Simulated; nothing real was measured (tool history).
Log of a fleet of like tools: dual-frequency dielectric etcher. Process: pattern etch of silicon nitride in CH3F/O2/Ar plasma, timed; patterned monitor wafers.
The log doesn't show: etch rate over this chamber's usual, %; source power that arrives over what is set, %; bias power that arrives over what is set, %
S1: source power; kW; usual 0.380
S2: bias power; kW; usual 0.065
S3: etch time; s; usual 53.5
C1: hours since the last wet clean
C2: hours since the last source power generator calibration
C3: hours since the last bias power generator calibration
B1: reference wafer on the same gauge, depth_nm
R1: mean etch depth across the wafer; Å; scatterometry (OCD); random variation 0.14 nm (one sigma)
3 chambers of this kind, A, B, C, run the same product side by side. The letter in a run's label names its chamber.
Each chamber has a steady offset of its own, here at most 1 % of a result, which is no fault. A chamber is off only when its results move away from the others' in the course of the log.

{"run": "1B", "hour": 6.8, "S1": 0.38, "S2": 0.065, "S3": 53.5, "C1": 387.8, "C2": 846.0, "C3": 1812.3, "B1": 42.112, "R1": 355.42}
{"run": "2C", "hour": 13.2, "S1": 0.38, "S2": 0.065, "S3": 53.5, "C1": 177.0, "C2": 1680.3, "C3": 403.8, "B1": 42.095, "R1": 355.37}
{"run": "3A", "hour": 17.7, "S1": 0.38, "S2": 0.065, "S3": 53.5, "C1": 359.8, "C2": 1772.6, "C3": 1764.0, "B1": 42.083, "R1": 356.34}
{"run": "4A", "hour": 21.3, "S1": 0.38, "S2": 0.065, "S3": 53.5, "C1": 363.4, "C2": 1776.2, "C3": 1767.6, "B1": 42.104, "R1": 357.96}
{"run": "5B", "hour": 27.9, "S1": 0.38, "S2": 0.065, "S3": 53.5, "C1": 408.9, "C2": 867.1, "C3": 1833.4, "B1": 42.128, "R1": 353.47}
{"hour": 32.2, "done": "chamber B: wet clean of the chamber"}
{"run": "6C", "hour": 34.7, "S1": 0.38, "S2": 0.065, "S3": 53.5, "C1": 198.5, "C2": 1701.8, "C3": 425.3, "B1": 42.114, "R1": 355.86}
{"run": "7A", "hour": 39.2, "S1": 0.38, "S2": 0.065, "S3": 53.5, "C1": 381.3, "C2": 1794.1, "C3": 1785.5, "B1": 42.116, "R1": 358.38}
{"run": "8B", "hour": 46.0, "S1": 0.38, "S2": 0.065, "S3": 53.5, "C1": 13.9, "C2": 885.2, "C3": 1851.5, "B1": 42.084, "R1": 355.49}
{"run": "9C", "hour": 49.5, "S1": 0.38, "S2": 0.078, "S3": 64.0, "C1": 213.3, "C2": 1716.6, "C3": 440.1, "B1": 42.084, "R1": 457.6}
{"run": "10B", "hour": 54.7, "S1": 0.38, "S2": 0.078, "S3": 64.0, "C1": 22.6, "C2": 893.9, "C3": 1860.2, "B1": 42.077, "R1": 446.66}
{"run": "11C", "hour": 61.9, "S1": 0.38, "S2": 0.078, "S3": 64.0, "C1": 225.7, "C2": 1729.0, "C3": 452.5, "B1": 42.133, "R1": 451.31}
{"hour": 66.0, "done": "chamber A: wet clean of the chamber"}
{"run": "12A", "hour": 66.6, "S1": 0.38, "S2": 0.065, "S3": 53.5, "C1": 0.7, "C2": 1821.5, "C3": 1812.9, "B1": 42.101, "R1": 370.8}
{"run": "13A", "hour": 71.4, "S1": 0.38, "S2": 0.065, "S3": 53.5, "C1": 5.5, "C2": 1826.3, "C3": 1817.7, "B1": 42.107, "R1": 369.57}
{"run": "14B", "hour": 78.6, "S1": 0.38, "S2": 0.065, "S3": 53.5, "C1": 46.5, "C2": 917.8, "C3": 1884.1, "B1": 42.091, "R1": 353.31}
{"run": "15C", "hour": 85.6, "S1": 0.38, "S2": 0.065, "S3": 53.5, "C1": 249.4, "C2": 1752.7, "C3": 476.2, "B1": 42.119, "R1": 356.42}
{"run": "16B", "hour": 90.2, "S1": 0.38, "S2": 0.065, "S3": 53.5, "C1": 58.1, "C2": 929.4, "C3": 1895.7, "B1": 42.07, "R1": 353.94}
{"run": "17C", "hour": 95.1, "S1": 0.38, "S2": 0.05, "S3": 67.0, "C1": 258.9, "C2": 1762.2, "C3": 485.7, "B1": 42.075, "R1": 410.42}
{"run": "18A", "hour": 102.4, "S1": 0.38, "S2": 0.05, "S3": 67.0, "C1": 36.5, "C2": 1857.3, "C3": 1848.7, "B1": 42.118, "R1": 423.8}
{"run": "19A", "hour": 107.0, "S1": 0.38, "S2": 0.05, "S3": 67.0, "C1": 41.1, "C2": 1861.9, "C3": 1853.3, "B1": 42.099, "R1": 423.28}
{"run": "20C", "hour": 112.5, "S1": 0.38, "S2": 0.065, "S3": 53.5, "C1": 276.3, "C2": 1779.6, "C3": 503.1, "B1": 42.115, "R1": 354.24}
{"run": "21B", "hour": 119.1, "S1": 0.38, "S2": 0.065, "S3": 63.5, "C1": 87.0, "C2": 958.3, "C3": 1924.6, "B1": 42.095, "R1": 418.09}
{"run": "22C", "hour": 123.4, "S1": 0.38, "S2": 0.065, "S3": 63.5, "C1": 287.2, "C2": 1790.5, "C3": 514.0, "B1": 42.031, "R1": 422.04}
{"run": "23B", "hour": 127.3, "S1": 0.38, "S2": 0.065, "S3": 63.5, "C1": 95.2, "C2": 966.5, "C3": 1932.8, "B1": 42.141, "R1": 418.71}
{"run": "24A", "hour": 133.7, "S1": 0.38, "S2": 0.065, "S3": 53.5, "C1": 67.8, "C2": 1888.6, "C3": 1880.0, "B1": 42.081, "R1": 369.15}
{"run": "25B", "hour": 139.6, "S1": 0.38, "S2": 0.065, "S3": 53.5, "C1": 107.5, "C2": 978.8, "C3": 1945.1, "B1": 42.089, "R1": 351.67}
{"run": "26A", "hour": 144.1, "S1": 0.38, "S2": 0.065, "S3": 53.5, "C1": 78.2, "C2": 1899.0, "C3": 1890.4, "B1": 42.11, "R1": 367.05}

Is one chamber off against the others, does the gauge drift, or is nothing wrong? If a chamber is off, say which, and what the likeliest cause is.

A service left chamber A off against the others.
Cause: etch rate over this chamber's usual, % = 3.06.

Here are 4 candidates for chamber A's next run, each the usual settings with a change, their results left as question marks. Which one brings its results back in line with what the others give on the usual settings?
In line means no further than this from the other chambers' mean on the usual settings: R1 4.70 Å
{"run": "27A-1", "hour": 149.6, "S1": 0.39, "S2": 0.066, "S3": 56.5, "R1": "?"}
{"run": "27A-2", "hour": 149.6, "S1": 0.37, "S2": 0.065, "S3": 50.5, "R1": "?"}
{"run": "27A-3", "hour": 149.6, "S1": 0.36, "S2": 0.062, "S3": 53.5, "R1": "?"}
{"run": "27A-4", "hour": 149.6, "S1": 0.38, "S2": 0.065, "S3": 55.5, "R1": "?"}

The other chambers' mean on the usual settings: R1 354.46 Å
run=27A-1 R1=395.42
run=27A-2 R1=344.71
run=27A-3 R1=355.74
run=27A-4 R1=382.66
27A-3 brings the chamber back in line.

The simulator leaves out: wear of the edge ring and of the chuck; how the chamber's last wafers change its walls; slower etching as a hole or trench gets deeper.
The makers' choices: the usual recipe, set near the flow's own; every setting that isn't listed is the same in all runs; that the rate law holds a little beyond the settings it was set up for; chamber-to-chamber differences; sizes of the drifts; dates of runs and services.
